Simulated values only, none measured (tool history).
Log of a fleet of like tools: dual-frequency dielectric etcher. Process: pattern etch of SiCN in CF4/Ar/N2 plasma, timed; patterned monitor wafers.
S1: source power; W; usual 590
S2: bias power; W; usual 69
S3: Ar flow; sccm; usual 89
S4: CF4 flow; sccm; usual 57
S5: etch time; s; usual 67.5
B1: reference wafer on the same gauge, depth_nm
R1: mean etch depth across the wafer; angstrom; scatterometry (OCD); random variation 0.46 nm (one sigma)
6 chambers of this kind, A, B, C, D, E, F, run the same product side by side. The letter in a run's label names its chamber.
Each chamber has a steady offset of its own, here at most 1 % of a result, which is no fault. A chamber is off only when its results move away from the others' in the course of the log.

| run | hour | S1 | S2 | S3 | S4 | S5 | B1 | R1 |
|---|---|---|---|---|---|---|---|---|
| 1D | 13.8 | 590 | 69 | 89 | 57 | 67.5 | 62.243 | 715.11 |
| 2F | 26.1 | 590 | 69 | 89 | 57 | 67.5 | 62.343 | 721.46 |
| 3C | 40.4 | 590 | 69 | 89 | 57 | 67.5 | 62.292 | 718.35 |
| 4A | 48.6 | 590 | 69 | 89 | 57 | 67.5 | 62.396 | 717.40 |
| 5B | 56.6 | 590 | 69 | 89 | 57 | 67.5 | 62.242 | 713.00 |
| 6E | 69.8 | 590 | 69 | 89 | 57 | 67.5 | 62.281 | 720.77 |
| 7F | 77.0 | 590 | 69 | 89 | 57 | 67.5 | 62.434 | 712.48 |
|  | 90.0 | chamber B: source power generator calibrated |
| 8D | 93.0 | 590 | 69 | 89 | 57 | 67.5 | 62.356 | 716.87 |
|  | 94.8 | chamber F: CF4 flow controller replaced |
| 9E | 105.7 | 530 | 69 | 89 | 57 | 67.5 | 62.338 | 659.02 |
|  | 110.6 | chamber C: wet clean of the chamber |
| 10A | 119.4 | 530 | 69 | 89 | 57 | 67.5 | 62.385 | 644.78 |
| 11C | 130.5 | 530 | 69 | 89 | 57 | 67.5 | 62.364 | 659.07 |
| 12B | 138.7 | 530 | 69 | 89 | 57 | 67.5 | 62.199 | 652.30 |
| 13B | 153.3 | 530 | 69 | 89 | 57 | 67.5 | 62.249 | 658.07 |
| 14C | 164.4 | 530 | 69 | 89 | 57 | 67.5 | 62.319 | 652.36 |
| 15F | 180.7 | 590 | 69 | 89 | 57 | 67.5 | 62.351 | 717.52 |
| 16E | 190.4 | 590 | 69 | 89 | 57 | 67.5 | 62.313 | 717.27 |
| 17D | 198.9 | 590 | 55 | 89 | 57 | 67.5 | 62.335 | 663.19 |
| 18A | 206.5 | 590 | 55 | 89 | 57 | 67.5 | 62.249 | 666.19 |
| 19F | 216.9 | 590 | 55 | 89 | 57 | 67.5 | 62.380 | 661.11 |
| 20C | 226.6 | 590 | 55 | 89 | 57 | 67.5 | 62.298 | 663.66 |
| 21E | 240.4 | 590 | 55 | 89 | 57 | 67.5 | 62.293 | 661.55 |
| 22A | 249.5 | 590 | 55 | 89 | 57 | 67.5 | 62.250 | 658.54 |
| 23D | 261.5 | 540 | 69 | 68 | 57 | 67.5 | 62.363 | 695.90 |
| 24B | 274.4 | 540 | 69 | 68 | 57 | 67.5 | 62.317 | 693.88 |
| 25B | 288.0 | 540 | 69 | 68 | 57 | 67.5 | 62.386 | 696.11 |
| 26E | 299.3 | 540 | 69 | 68 | 57 | 67.5 | 62.338 | 692.54 |
|  | 309.5 | chamber C: source power generator calibrated |
| 27A | 312.4 | 540 | 69 | 68 | 57 | 67.5 | 62.392 | 695.89 |
|  | 321.0 | chamber E: wet clean of the chamber |
| 28D | 325.3 | 540 | 69 | 68 | 57 | 67.5 | 62.289 | 686.52 |
|  | 334.6 | chamber F: source power generator calibrated |
| 29F | 335.2 | 590 | 69 | 89 | 57 | 67.5 | 62.356 | 715.60 |
| 30C | 342.5 | 590 | 69 | 89 | 57 | 67.5 | 62.294 | 709.83 |
| 31E | 350.2 | 590 | 69 | 89 | 57 | 67.5 | 62.220 | 718.16 |
| 32D | 357.4 | 590 | 69 | 89 | 57 | 67.5 | 62.306 | 713.95 |
| 33C | 365.8 | 590 | 69 | 89 | 57 | 67.5 | 62.345 | 716.03 |
| 34A | 375.0 | 590 | 69 | 89 | 57 | 58.5 | 62.275 | 621.80 |
| 35B | 387.5 | 590 | 69 | 89 | 57 | 58.5 | 62.320 | 624.25 |
| 36F | 396.7 | 590 | 69 | 89 | 57 | 58.5 | 62.298 | 622.98 |
| 37A | 403.9 | 590 | 69 | 89 | 57 | 58.5 | 62.370 | 621.58 |
| 38C | 419.9 | 590 | 69 | 89 | 57 | 58.5 | 62.217 | 609.44 |
| 39D | 429.3 | 590 | 69 | 89 | 57 | 58.5 | 62.338 | 622.34 |
| 40F | 438.8 | 590 | 69 | 89 | 57 | 67.5 | 62.344 | 717.61 |

What goes on in this fleet: one chamber off, a drifting gauge, or nothing beyond the chambers' own small offsets? Name the chamber and the cause, if any.

No chamber stands off beyond its own small offset, and the gauge holds steady.

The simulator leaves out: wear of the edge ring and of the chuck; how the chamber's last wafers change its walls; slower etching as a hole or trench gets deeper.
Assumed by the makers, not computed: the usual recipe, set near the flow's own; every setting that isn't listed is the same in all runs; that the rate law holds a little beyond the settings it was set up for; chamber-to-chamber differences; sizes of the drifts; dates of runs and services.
